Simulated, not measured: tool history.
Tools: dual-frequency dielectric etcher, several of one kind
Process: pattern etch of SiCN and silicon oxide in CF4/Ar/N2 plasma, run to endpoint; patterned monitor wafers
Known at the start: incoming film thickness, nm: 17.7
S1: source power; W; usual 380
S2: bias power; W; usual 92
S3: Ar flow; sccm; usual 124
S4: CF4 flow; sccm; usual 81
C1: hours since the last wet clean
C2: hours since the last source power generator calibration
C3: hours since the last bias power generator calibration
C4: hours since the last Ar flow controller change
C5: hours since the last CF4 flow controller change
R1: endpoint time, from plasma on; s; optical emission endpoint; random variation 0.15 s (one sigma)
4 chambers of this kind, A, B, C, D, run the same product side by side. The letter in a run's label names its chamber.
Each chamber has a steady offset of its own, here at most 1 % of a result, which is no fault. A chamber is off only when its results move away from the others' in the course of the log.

-- hour=9.1 chamber B: CF4 flow controller replaced
run 1D hour=10.3 | S1=380 S2=92 S3=124 S4=81 | C1=171 C2=157.8 C3=79.4 C4=1341.2 C5=1231.4 | R1=21.804
run 2B hour=19.5 | S1=380 S2=92 S3=124 S4=81 | C1=105.3 C2=3760.9 C3=2478.9 C4=2831.6 C5=10.4 | R1=22.024
run 3C hour=24.7 | S1=380 S2=92 S3=124 S4=81 | C1=371.6 C2=1675.3 C3=1608.9 C4=3620 C5=1877.3 | R1=22.173
run 4A hour=34.2 | S1=380 S2=92 S3=124 S4=81 | C1=613.4 C2=1444.1 C3=3380.4 C4=2342.7 C5=268 | R1=21.515
-- hour=35.9 chamber A: wet clean of the chamber
run 5B hour=43.1 | S1=380 S2=92 S3=124 S4=81 | C1=128.9 C2=3784.5 C3=2502.5 C4=2855.2 C5=34 | R1=22.113
run 6C hour=51.7 | S1=380 S2=92 S3=124 S4=81 | C1=398.6 C2=1702.3 C3=1635.9 C4=3647 C5=1904.3 | R1=22.656
run 7A hour=58.9 | S1=380 S2=92 S3=124 S4=81 | C1=23 C2=1468.8 C3=3405.1 C4=2367.4 C5=292.7 | R1=22.019
run 8D hour=64.7 | S1=380 S2=92 S3=124 S4=81 | C1=225.4 C2=212.2 C3=133.8 C4=1395.6 C5=1285.8 | R1=21.978
run 9B hour=71.3 | S1=350 S2=109 S3=124 S4=81 | C1=157.1 C2=3812.7 C3=2530.7 C4=2883.4 C5=62.2 | R1=22.236
run 10D hour=78.7 | S1=350 S2=109 S3=124 S4=81 | C1=239.4 C2=226.2 C3=147.8 C4=1409.6 C5=1299.8 | R1=22.299
run 11C hour=87.8 | S1=350 S2=109 S3=124 S4=81 | C1=434.7 C2=1738.4 C3=1672 C4=3683.1 C5=1940.4 | R1=22.388
run 12A hour=97.1 | S1=350 S2=109 S3=124 S4=81 | C1=61.2 C2=1507 C3=3443.3 C4=2405.6 C5=330.9 | R1=21.802
-- hour=97.5 chamber B: source power generator calibrated
run 13C hour=107.2 | S1=380 S2=92 S3=124 S4=81 | C1=454.1 C2=1757.8 C3=1691.4 C4=3702.5 C5=1959.8 | R1=22.27
-- hour=113.8 chamber A: bias power generator calibrated
run 14A hour=113.8 | S1=380 S2=92 S3=124 S4=71 | C1=77.9 C2=1523.7 C3=0 C4=2422.3 C5=347.6 | R1=22.418
run 15D hour=118.9 | S1=380 S2=92 S3=124 S4=71 | C1=279.6 C2=266.4 C3=188 C4=1449.8 C5=1340 | R1=22.59
run 16B hour=129.1 | S1=380 S2=92 S3=124 S4=71 | C1=214.9 C2=31.7 C3=2588.5 C4=2941.2 C5=120 | R1=22.907
run 17A hour=135.2 | S1=380 S2=92 S3=124 S4=71 | C1=99.3 C2=1545.1 C3=21.4 C4=2443.7 C5=369 | R1=22.221
run 18B hour=142.7 | S1=380 S2=92 S3=124 S4=81 | C1=228.5 C2=45.3 C3=2602.1 C4=2954.8 C5=133.6 | R1=22.57
run 19C hour=152 | S1=380 S2=92 S3=124 S4=81 | C1=498.9 C2=1802.6 C3=1736.2 C4=3747.3 C5=2004.6 | R1=22.215
run 20D hour=158.2 | S1=380 S2=92 S3=124 S4=81 | C1=318.9 C2=305.7 C3=227.3 C4=1489.1 C5=1379.3 | R1=22.292
run 21A hour=166.2 | S1=380 S2=92 S3=124 S4=81 | C1=130.3 C2=1576.1 C3=52.4 C4=2474.7 C5=400 | R1=21.869
run 22D hour=171.9 | S1=380 S2=92 S3=124 S4=81 | C1=332.6 C2=319.4 C3=241 C4=1502.8 C5=1393 | R1=21.986
run 23B hour=180 | S1=380 S2=92 S3=124 S4=81 | C1=265.8 C2=82.6 C3=2639.4 C4=2992.1 C5=170.9 | R1=22.578
run 24C hour=185 | S1=380 S2=92 S3=124 S4=65 | C1=531.9 C2=1835.6 C3=1769.2 C4=3780.3 C5=2037.6 | R1=23.203
run 25C hour=192 | S1=380 S2=92 S3=124 S4=65 | C1=538.9 C2=1842.6 C3=1776.2 C4=3787.3 C5=2044.6 | R1=22.666
run 26B hour=201.6 | S1=380 S2=92 S3=124 S4=65 | C1=287.4 C2=104.2 C3=2661 C4=3013.7 C5=192.5 | R1=23.271
run 27D hour=209.4 | S1=380 S2=92 S3=124 S4=65 | C1=370.1 C2=356.9 C3=278.5 C4=1540.3 C5=1430.5 | R1=22.769
run 28A hour=218.9 | S1=380 S2=92 S3=124 S4=81 | C1=183 C2=1628.8 C3=105.1 C4=2527.4 C5=452.7 | R1=21.683
run 29C hour=227.9 | S1=380 S2=92 S3=124 S4=81 | C1=574.8 C2=1878.5 C3=1812.1 C4=3823.2 C5=2080.5 | R1=22.088
run 30B hour=238.4 | S1=380 S2=92 S3=124 S4=81 | C1=324.2 C2=141 C3=2697.8 C4=3050.5 C5=229.3 | R1=22.536
run 31A hour=246.8 | S1=380 S2=92 S3=124 S4=81 | C1=210.9 C2=1656.7 C3=133 C4=2555.3 C5=480.6 | R1=21.901
run 32D hour=255.3 | S1=380 S2=92 S3=124 S4=81 | C1=416 C2=402.8 C3=324.4 C4=1586.2 C5=1476.4 | R1=21.996
-- hour=260.9 chamber C: wet clean of the chamber
run 33C hour=264.7 | S1=380 S2=92 S3=124 S4=81 | C1=3.9 C2=1915.3 C3=1848.9 C4=3860 C5=2117.3 | R1=22.103
run 34D hour=271.6 | S1=380 S2=92 S3=124 S4=81 | C1=432.3 C2=419.1 C3=340.7 C4=1602.5 C5=1492.7 | R1=22.327
run 35A hour=281.5 | S1=380 S2=92 S3=124 S4=81 | C1=245.6 C2=1691.4 C3=167.7 C4=2590 C5=515.3 | R1=21.844
run 36B hour=288.5 | S1=380 S2=92 S3=124 S4=81 | C1=374.3 C2=191.1 C3=2747.9 C4=3100.6 C5=279.4 | R1=22.695
-- hour=295.7 chamber D: wet clean of the chamber
run 37B hour=298.3 | S1=380 S2=92 S3=124 S4=81 | C1=384.1 C2=200.9 C3=2757.7 C4=3110.4 C5=289.2 | R1=22.561
run 38C hour=306.9 | S1=380 S2=92 S3=124 S4=81 | C1=46.1 C2=1957.5 C3=1891.1 C4=3902.2 C5=2159.5 | R1=22.405
run 39A hour=313.8 | S1=380 S2=92 S3=124 S4=72 | C1=277.9 C2=1723.7 C3=200 C4=2622.3 C5=547.6 | R1=22.071
run 40D hour=319.8 | S1=380 S2=92 S3=124 S4=72 | C1=24.2 C2=467.3 C3=388.9 C4=1650.7 C5=1540.9 | R1=22.664

Is one chamber off against the others, does the gauge drift, or is nothing wrong? If a chamber is off, say which, and what the likeliest cause is.

Chamber B drifts away from the others.
Cause: etch rate under this chamber's usual, % = 4.5.

Here are 4 candidates for chamber B's next run, each the usual settings with a change, their results left as question marks. Which one brings its results back in line with what the others give on the usual settings?
In line means no further than this from the other chambers' mean on the usual settings: R1 0.53 s
run 41B-1 hour=327.7 | S1=380 S2=92 S3=160 S4=81 | R1=?
run 41B-2 hour=327.7 | S1=380 S2=102 S3=124 S4=81 | R1=?
run 41B-3 hour=327.7 | S1=350 S2=92 S3=124 S4=80 | R1=?
run 41B-4 hour=327.7 | S1=380 S2=92 S3=86 S4=105 | R1=?

The other chambers' mean on the usual settings: R1 22.06 s
run=41B-1 R1=23.762
run=41B-2 R1=22.099
run=41B-3 R1=24.713
run=41B-4 R1=21.227
41B-2 brings the chamber back in line.
